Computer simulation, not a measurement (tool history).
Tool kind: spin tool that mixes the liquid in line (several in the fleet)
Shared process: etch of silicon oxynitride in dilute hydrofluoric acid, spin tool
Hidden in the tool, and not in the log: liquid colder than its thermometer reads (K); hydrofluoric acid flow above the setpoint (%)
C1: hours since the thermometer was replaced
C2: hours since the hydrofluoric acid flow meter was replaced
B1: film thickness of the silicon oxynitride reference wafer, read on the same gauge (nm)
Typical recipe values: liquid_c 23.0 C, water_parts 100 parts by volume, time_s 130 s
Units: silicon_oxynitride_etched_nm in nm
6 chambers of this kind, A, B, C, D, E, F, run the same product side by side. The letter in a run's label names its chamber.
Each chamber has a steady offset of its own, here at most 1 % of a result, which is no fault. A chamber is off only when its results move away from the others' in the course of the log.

{"run": "1C", "hour": 10.1, "liquid_c": 23.0, "water_parts": 100, "time_s": 130, "C1": 588.0, "C2": 1659.7, "B1": 130.02, "silicon_oxynitride_etched_nm": 5.9718}
{"run": "2D", "hour": 16.3, "liquid_c": 23.0, "water_parts": 100, "time_s": 130, "C1": 2337.3, "C2": 60.1, "B1": 130.01, "silicon_oxynitride_etched_nm": 5.8978}
{"run": "3A", "hour": 26.4, "liquid_c": 23.0, "water_parts": 100, "time_s": 130, "C1": 452.3, "C2": 1057.5, "B1": 130.0, "silicon_oxynitride_etched_nm": 5.9128}
{"run": "4B", "hour": 33.8, "liquid_c": 23.0, "water_parts": 100, "time_s": 130, "C1": 370.0, "C2": 971.1, "B1": 130.0, "silicon_oxynitride_etched_nm": 5.9082}
{"run": "5F", "hour": 40.1, "liquid_c": 23.0, "water_parts": 100, "time_s": 130, "C1": 57.8, "C2": 90.1, "B1": 130.01, "silicon_oxynitride_etched_nm": 5.9664}
{"run": "6E", "hour": 45.5, "liquid_c": 23.0, "water_parts": 100, "time_s": 130, "C1": 2270.5, "C2": 433.7, "B1": 130.0, "silicon_oxynitride_etched_nm": 5.9568}
{"run": "7C", "hour": 55.2, "liquid_c": 23.0, "water_parts": 100, "time_s": 130, "C1": 633.1, "C2": 1704.8, "B1": 130.0, "silicon_oxynitride_etched_nm": 6.0231}
{"run": "8A", "hour": 60.8, "liquid_c": 21.0, "water_parts": 100, "time_s": 130, "C1": 486.7, "C2": 1091.9, "B1": 129.98, "silicon_oxynitride_etched_nm": 5.2812}
{"run": "9E", "hour": 69.4, "liquid_c": 21.0, "water_parts": 100, "time_s": 130, "C1": 2294.4, "C2": 457.6, "B1": 130.04, "silicon_oxynitride_etched_nm": 5.4028}
{"run": "10F", "hour": 80.6, "liquid_c": 21.0, "water_parts": 100, "time_s": 130, "C1": 98.3, "C2": 130.6, "B1": 129.97, "silicon_oxynitride_etched_nm": 5.4161}
{"run": "11B", "hour": 91.6, "liquid_c": 21.0, "water_parts": 100, "time_s": 130, "C1": 427.8, "C2": 1028.9, "B1": 129.98, "silicon_oxynitride_etched_nm": 5.3885}
{"hour": 94.4, "done": "chamber C: thermometer replaced"}
{"hour": 99.5, "done": "chamber E: thermometer replaced"}
{"run": "12D", "hour": 100.9, "liquid_c": 21.0, "water_parts": 100, "time_s": 130, "C1": 2421.9, "C2": 144.7, "B1": 130.01, "silicon_oxynitride_etched_nm": 5.3799}
{"run": "13D", "hour": 106.3, "liquid_c": 21.0, "water_parts": 100, "time_s": 130, "C1": 2427.3, "C2": 150.1, "B1": 130.01, "silicon_oxynitride_etched_nm": 5.3946}
{"run": "14A", "hour": 114.1, "liquid_c": 23.0, "water_parts": 100, "time_s": 130, "C1": 540.0, "C2": 1145.2, "B1": 130.01, "silicon_oxynitride_etched_nm": 5.9271}
{"run": "15B", "hour": 123.8, "liquid_c": 23.0, "water_parts": 100, "time_s": 130, "C1": 460.0, "C2": 1061.1, "B1": 130.0, "silicon_oxynitride_etched_nm": 5.8675}
{"run": "16F", "hour": 133.1, "liquid_c": 23.0, "water_parts": 75, "time_s": 130, "C1": 150.8, "C2": 183.1, "B1": 129.97, "silicon_oxynitride_etched_nm": 8.0351}
{"run": "17C", "hour": 140.1, "liquid_c": 23.0, "water_parts": 75, "time_s": 130, "C1": 45.8, "C2": 1789.7, "B1": 129.99, "silicon_oxynitride_etched_nm": 7.9721}
{"hour": 148.5, "done": "chamber A: thermometer replaced"}
{"run": "18E", "hour": 149.7, "liquid_c": 23.0, "water_parts": 75, "time_s": 130, "C1": 50.2, "C2": 537.9, "B1": 130.03, "silicon_oxynitride_etched_nm": 8.0889}
{"run": "19D", "hour": 158.8, "liquid_c": 23.0, "water_parts": 75, "time_s": 130, "C1": 2479.8, "C2": 202.6, "B1": 129.98, "silicon_oxynitride_etched_nm": 7.9753}
{"run": "20C", "hour": 165.3, "liquid_c": 23.0, "water_parts": 75, "time_s": 130, "C1": 71.0, "C2": 1814.9, "B1": 130.0, "silicon_oxynitride_etched_nm": 8.0818}
{"run": "21A", "hour": 174.7, "liquid_c": 23.0, "water_parts": 75, "time_s": 130, "C1": 26.3, "C2": 1205.8, "B1": 129.96, "silicon_oxynitride_etched_nm": 8.1454}
{"run": "22E", "hour": 185.5, "liquid_c": 23.0, "water_parts": 100, "time_s": 130, "C1": 86.0, "C2": 573.7, "B1": 129.99, "silicon_oxynitride_etched_nm": 5.9867}
{"run": "23B", "hour": 193.4, "liquid_c": 23.0, "water_parts": 100, "time_s": 130, "C1": 529.6, "C2": 1130.7, "B1": 130.01, "silicon_oxynitride_etched_nm": 5.6467}
{"run": "24F", "hour": 201.6, "liquid_c": 23.0, "water_parts": 100, "time_s": 155, "C1": 219.3, "C2": 251.6, "B1": 130.01, "silicon_oxynitride_etched_nm": 7.0129}
{"run": "25E", "hour": 212.8, "liquid_c": 23.0, "water_parts": 100, "time_s": 155, "C1": 113.3, "C2": 601.0, "B1": 130.03, "silicon_oxynitride_etched_nm": 7.0582}
{"run": "26D", "hour": 220.1, "liquid_c": 23.0, "water_parts": 100, "time_s": 155, "C1": 2541.1, "C2": 263.9, "B1": 130.01, "silicon_oxynitride_etched_nm": 6.9628}
{"run": "27A", "hour": 230.6, "liquid_c": 23.0, "water_parts": 100, "time_s": 155, "C1": 82.2, "C2": 1261.7, "B1": 129.98, "silicon_oxynitride_etched_nm": 6.9498}
{"run": "28C", "hour": 236.6, "liquid_c": 23.0, "water_parts": 100, "time_s": 155, "C1": 142.3, "C2": 1886.2, "B1": 130.01, "silicon_oxynitride_etched_nm": 7.1376}
{"run": "29F", "hour": 243.6, "liquid_c": 23.0, "water_parts": 100, "time_s": 155, "C1": 261.3, "C2": 293.6, "B1": 130.0, "silicon_oxynitride_etched_nm": 7.1625}
{"run": "30B", "hour": 254.7, "liquid_c": 23.0, "water_parts": 100, "time_s": 130, "C1": 590.9, "C2": 1192.0, "B1": 129.98, "silicon_oxynitride_etched_nm": 5.6832}
{"run": "31A", "hour": 261.2, "liquid_c": 23.0, "water_parts": 100, "time_s": 130, "C1": 112.8, "C2": 1292.3, "B1": 129.97, "silicon_oxynitride_etched_nm": 5.9687}
{"run": "32F", "hour": 268.1, "liquid_c": 23.0, "water_parts": 100, "time_s": 130, "C1": 285.8, "C2": 318.1, "B1": 130.0, "silicon_oxynitride_etched_nm": 5.9266}
{"run": "33E", "hour": 276.2, "liquid_c": 23.0, "water_parts": 100, "time_s": 130, "C1": 176.7, "C2": 664.4, "B1": 130.01, "silicon_oxynitride_etched_nm": 6.0388}
{"run": "34B", "hour": 287.2, "liquid_c": 23.0, "water_parts": 100, "time_s": 130, "C1": 623.4, "C2": 1224.5, "B1": 130.01, "silicon_oxynitride_etched_nm": 5.538}
{"run": "35D", "hour": 296.3, "liquid_c": 23.0, "water_parts": 100, "time_s": 130, "C1": 2617.3, "C2": 340.1, "B1": 130.0, "silicon_oxynitride_etched_nm": 5.876}
{"run": "36C", "hour": 307.2, "liquid_c": 25.5, "water_parts": 145, "time_s": 130, "C1": 212.9, "C2": 1956.8, "B1": 130.02, "silicon_oxynitride_etched_nm": 4.48}
{"run": "37A", "hour": 317.9, "liquid_c": 25.5, "water_parts": 145, "time_s": 130, "C1": 169.5, "C2": 1349.0, "B1": 130.01, "silicon_oxynitride_etched_nm": 4.3859}
{"run": "38D", "hour": 325.3, "liquid_c": 25.5, "water_parts": 145, "time_s": 130, "C1": 2646.3, "C2": 369.1, "B1": 129.99, "silicon_oxynitride_etched_nm": 4.4369}
{"run": "39C", "hour": 332.5, "liquid_c": 25.5, "water_parts": 145, "time_s": 130, "C1": 238.2, "C2": 1982.1, "B1": 130.03, "silicon_oxynitride_etched_nm": 4.4431}
{"run": "40B", "hour": 343.7, "liquid_c": 25.5, "water_parts": 145, "time_s": 130, "C1": 679.9, "C2": 1281.0, "B1": 129.99, "silicon_oxynitride_etched_nm": 4.125}
{"run": "41F", "hour": 351.2, "liquid_c": 25.5, "water_parts": 145, "time_s": 130, "C1": 368.9, "C2": 401.2, "B1": 130.01, "silicon_oxynitride_etched_nm": 4.4509}
{"run": "42E", "hour": 359.9, "liquid_c": 23.0, "water_parts": 100, "time_s": 130, "C1": 260.4, "C2": 748.1, "B1": 129.98, "silicon_oxynitride_etched_nm": 5.9781}

All 6 chambers run these settings next. Forecast each chamber's results:
{"run": "43A", "hour": 368.3, "liquid_c": 23.0, "water_parts": 100, "time_s": 130, "silicon_oxynitride_etched_nm": "?"}
{"run": "43B", "hour": 368.3, "liquid_c": 23.0, "water_parts": 100, "time_s": 130, "silicon_oxynitride_etched_nm": "?"}
{"run": "43C", "hour": 368.3, "liquid_c": 23.0, "water_parts": 100, "time_s": 130, "silicon_oxynitride_etched_nm": "?"}
{"run": "43D", "hour": 368.3, "liquid_c": 23.0, "water_parts": 100, "time_s": 130, "silicon_oxynitride_etched_nm": "?"}
{"run": "43E", "hour": 368.3, "liquid_c": 23.0, "water_parts": 100, "time_s": 130, "silicon_oxynitride_etched_nm": "?"}
{"run": "43F", "hour": 368.3, "liquid_c": 23.0, "water_parts": 100, "time_s": 130, "silicon_oxynitride_etched_nm": "?"}

run=43A silicon_oxynitride_etched_nm=5.9901
run=43B silicon_oxynitride_etched_nm=5.4524
run=43C silicon_oxynitride_etched_nm=5.9866
run=43D silicon_oxynitride_etched_nm=5.9639
run=43E silicon_oxynitride_etched_nm=5.9942
run=43F silicon_oxynitride_etched_nm=5.9290
